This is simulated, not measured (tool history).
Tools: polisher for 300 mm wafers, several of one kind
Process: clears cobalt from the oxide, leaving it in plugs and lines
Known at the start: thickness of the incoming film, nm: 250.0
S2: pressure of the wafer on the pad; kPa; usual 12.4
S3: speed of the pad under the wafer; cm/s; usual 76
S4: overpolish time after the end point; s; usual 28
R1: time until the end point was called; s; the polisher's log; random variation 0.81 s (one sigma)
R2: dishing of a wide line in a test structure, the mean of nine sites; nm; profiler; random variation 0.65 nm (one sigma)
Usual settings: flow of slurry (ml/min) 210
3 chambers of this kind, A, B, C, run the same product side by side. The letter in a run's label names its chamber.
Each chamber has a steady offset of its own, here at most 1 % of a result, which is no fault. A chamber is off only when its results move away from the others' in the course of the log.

{"run": "1C", "hour": 10.1, "flow of slurry (ml/min)": 210, "S2": 12.4, "S3": 76, "S4": 28, "R1": 90.025, "R2": 44.457}
{"hour": 14.6, "done": "chamber A: worn pad replaced by a new one"}
{"run": "2A", "hour": 25.3, "flow of slurry (ml/min)": 210, "S2": 12.4, "S3": 76, "S4": 28, "R1": 90.966, "R2": 44.423}
{"run": "3B", "hour": 37.0, "flow of slurry (ml/min)": 210, "S2": 12.4, "S3": 76, "S4": 28, "R1": 87.62, "R2": 45.122}
{"hour": 46.5, "done": "chamber C: worn pad replaced by a new one"}
{"run": "4B", "hour": 52.6, "flow of slurry (ml/min)": 210, "S2": 12.4, "S3": 76, "S4": 28, "R1": 86.595, "R2": 43.528}
{"run": "5A", "hour": 62.4, "flow of slurry (ml/min)": 210, "S2": 12.4, "S3": 76, "S4": 28, "R1": 89.432, "R2": 43.658}
{"run": "6C", "hour": 78.4, "flow of slurry (ml/min)": 210, "S2": 12.4, "S3": 76, "S4": 28, "R1": 89.44, "R2": 43.15}
{"hour": 84.7, "done": "chamber B: worn pad replaced by a new one"}
{"run": "7A", "hour": 88.1, "flow of slurry (ml/min)": 210, "S2": 14.5, "S3": 76, "S4": 28, "R1": 76.026, "R2": 46.43}
{"run": "8B", "hour": 101.7, "flow of slurry (ml/min)": 210, "S2": 14.5, "S3": 76, "S4": 28, "R1": 74.635, "R2": 45.767}
{"run": "9C", "hour": 113.6, "flow of slurry (ml/min)": 210, "S2": 14.5, "S3": 76, "S4": 28, "R1": 76.78, "R2": 47.463}
{"run": "10B", "hour": 127.9, "flow of slurry (ml/min)": 210, "S2": 12.4, "S3": 76, "S4": 28, "R1": 87.48, "R2": 43.638}
{"run": "11A", "hour": 138.6, "flow of slurry (ml/min)": 210, "S2": 12.4, "S3": 76, "S4": 28, "R1": 90.533, "R2": 43.292}
{"run": "12C", "hour": 147.9, "flow of slurry (ml/min)": 210, "S2": 12.4, "S3": 76, "S4": 28, "R1": 87.163, "R2": 43.885}
{"hour": 149.2, "done": "chamber C: worn pad replaced by a new one"}
{"run": "13B", "hour": 158.3, "flow of slurry (ml/min)": 210, "S2": 12.4, "S3": 76, "S4": 28, "R1": 86.537, "R2": 43.568}
{"hour": 161.4, "done": "chamber A: worn pad replaced by a new one"}
{"run": "14A", "hour": 168.9, "flow of slurry (ml/min)": 210, "S2": 12.4, "S3": 76, "S4": 28, "R1": 89.788, "R2": 43.51}
{"hour": 171.1, "done": "chamber B: head pressure recalibrated"}
{"run": "15C", "hour": 176.0, "flow of slurry (ml/min)": 210, "S2": 11.0, "S3": 76, "S4": 28, "R1": 99.684, "R2": 41.468}
{"run": "16B", "hour": 183.3, "flow of slurry (ml/min)": 210, "S2": 11.0, "S3": 76, "S4": 28, "R1": 108.02, "R2": 39.355}
{"hour": 186.6, "done": "chamber B: worn pad replaced by a new one"}
{"hour": 192.8, "done": "chamber A: slurry nozzle cleaned"}
{"run": "17A", "hour": 192.9, "flow of slurry (ml/min)": 210, "S2": 11.0, "S3": 76, "S4": 28, "R1": 99.894, "R2": 42.431}
{"run": "18C", "hour": 202.2, "flow of slurry (ml/min)": 210, "S2": 12.4, "S3": 76, "S4": 28, "R1": 89.472, "R2": 43.522}
{"run": "19B", "hour": 211.9, "flow of slurry (ml/min)": 210, "S2": 12.4, "S3": 76, "S4": 28, "R1": 96.684, "R2": 42.374}
{"run": "20A", "hour": 227.3, "flow of slurry (ml/min)": 265, "S2": 12.4, "S3": 76, "S4": 28, "R1": 87.032, "R2": 43.436}
{"run": "21C", "hour": 236.2, "flow of slurry (ml/min)": 265, "S2": 12.4, "S3": 76, "S4": 28, "R1": 85.09, "R2": 44.498}
{"hour": 245.6, "done": "chamber C: slurry nozzle cleaned"}
{"hour": 246.4, "done": "chamber C: worn pad replaced by a new one"}
{"run": "22B", "hour": 251.8, "flow of slurry (ml/min)": 265, "S2": 12.4, "S3": 76, "S4": 28, "R1": 93.573, "R2": 42.256}
{"run": "23C", "hour": 260.3, "flow of slurry (ml/min)": 210, "S2": 12.4, "S3": 76, "S4": 28, "R1": 88.035, "R2": 44.794}
{"run": "24A", "hour": 275.9, "flow of slurry (ml/min)": 210, "S2": 12.4, "S3": 76, "S4": 28, "R1": 87.755, "R2": 44.32}
{"hour": 284.4, "done": "chamber B: worn pad replaced by a new one"}
{"run": "25C", "hour": 285.8, "flow of slurry (ml/min)": 210, "S2": 12.4, "S3": 76, "S4": 28, "R1": 89.936, "R2": 43.87}
{"run": "26B", "hour": 293.9, "flow of slurry (ml/min)": 210, "S2": 12.4, "S3": 76, "S4": 28, "R1": 95.613, "R2": 43.822}
{"run": "27A", "hour": 301.4, "flow of slurry (ml/min)": 210, "S2": 12.4, "S3": 76, "S4": 28, "R1": 88.629, "R2": 43.367}
{"run": "28C", "hour": 312.4, "flow of slurry (ml/min)": 210, "S2": 12.4, "S3": 76, "S4": 28, "R1": 89.348, "R2": 43.75}
{"hour": 320.2, "done": "chamber B: slurry nozzle cleaned"}
{"hour": 320.9, "done": "chamber A: worn pad replaced by a new one"}
{"run": "29B", "hour": 323.3, "flow of slurry (ml/min)": 210, "S2": 12.4, "S3": 76, "S4": 28, "R1": 95.445, "R2": 42.303}
{"run": "30A", "hour": 337.1, "flow of slurry (ml/min)": 280, "S2": 12.4, "S3": 66, "S4": 28, "R1": 98.851, "R2": 41.92}
{"run": "31A", "hour": 352.8, "flow of slurry (ml/min)": 280, "S2": 12.4, "S3": 66, "S4": 28, "R1": 97.938, "R2": 41.256}
{"hour": 354.2, "done": "chamber C: worn pad replaced by a new one"}
{"run": "32C", "hour": 366.8, "flow of slurry (ml/min)": 280, "S2": 12.4, "S3": 66, "S4": 28, "R1": 98.997, "R2": 42.355}
{"run": "33B", "hour": 379.9, "flow of slurry (ml/min)": 210, "S2": 12.4, "S3": 76, "S4": 28, "R1": 95.094, "R2": 42.838}
{"run": "34C", "hour": 389.2, "flow of slurry (ml/min)": 210, "S2": 12.4, "S3": 76, "S4": 28, "R1": 89.511, "R2": 44.054}
{"hour": 390.7, "done": "chamber C: head pressure recalibrated"}
{"run": "35B", "hour": 397.7, "flow of slurry (ml/min)": 210, "S2": 12.4, "S3": 76, "S4": 28, "R1": 95.29, "R2": 41.569}
{"hour": 398.4, "done": "chamber B: worn pad replaced by a new one"}
{"run": "36A", "hour": 411.7, "flow of slurry (ml/min)": 210, "S2": 12.4, "S3": 76, "S4": 28, "R1": 89.538, "R2": 42.794}
{"run": "37C", "hour": 421.8, "flow of slurry (ml/min)": 210, "S2": 12.4, "S3": 76, "S4": 28, "R1": 88.383, "R2": 43.25}
{"run": "38B", "hour": 434.1, "flow of slurry (ml/min)": 210, "S2": 12.4, "S3": 76, "S4": 28, "R1": 96.539, "R2": 42.87}

Is one chamber off against the others, does the gauge drift, or is nothing wrong? If a chamber is off, say which, and what the likeliest cause is.

A service left chamber B off against the others.
Cause: head's pressure below its setpoint, % = 8.91.

Here are 4 candidates for chamber B's next run, each the usual settings with a change, their results left as question marks. Which one brings its results back in line with what the others give on the usual settings?
In line means no further than this from the other chambers' mean on the usual settings: R1 2.900 s; R2 2.300 nm
{"run": "39B-1", "hour": 445.7, "flow of slurry (ml/min)": 210, "S2": 12.4, "S3": 78, "S4": 28, "R1": "?", "R2": "?"}
{"run": "39B-2", "hour": 445.7, "flow of slurry (ml/min)": 210, "S2": 12.4, "S3": 74, "S4": 28, "R1": "?", "R2": "?"}
{"run": "39B-3", "hour": 445.7, "flow of slurry (ml/min)": 210, "S2": 11.7, "S3": 74, "S4": 28, "R1": "?", "R2": "?"}
{"run": "39B-4", "hour": 445.7, "flow of slurry (ml/min)": 210, "S2": 13.1, "S3": 78, "S4": 28, "R1": "?", "R2": "?"}

The other chambers' mean on the usual settings: R1 88.964 s; R2 44.020 nm
run=39B-1 R1=93.881 R2=43.030
run=39B-2 R1=99.010 R2=41.883
run=39B-3 R1=104.750 R2=40.654
run=39B-4 R1=89.002 R2=44.164
39B-4 brings the chamber back in line.

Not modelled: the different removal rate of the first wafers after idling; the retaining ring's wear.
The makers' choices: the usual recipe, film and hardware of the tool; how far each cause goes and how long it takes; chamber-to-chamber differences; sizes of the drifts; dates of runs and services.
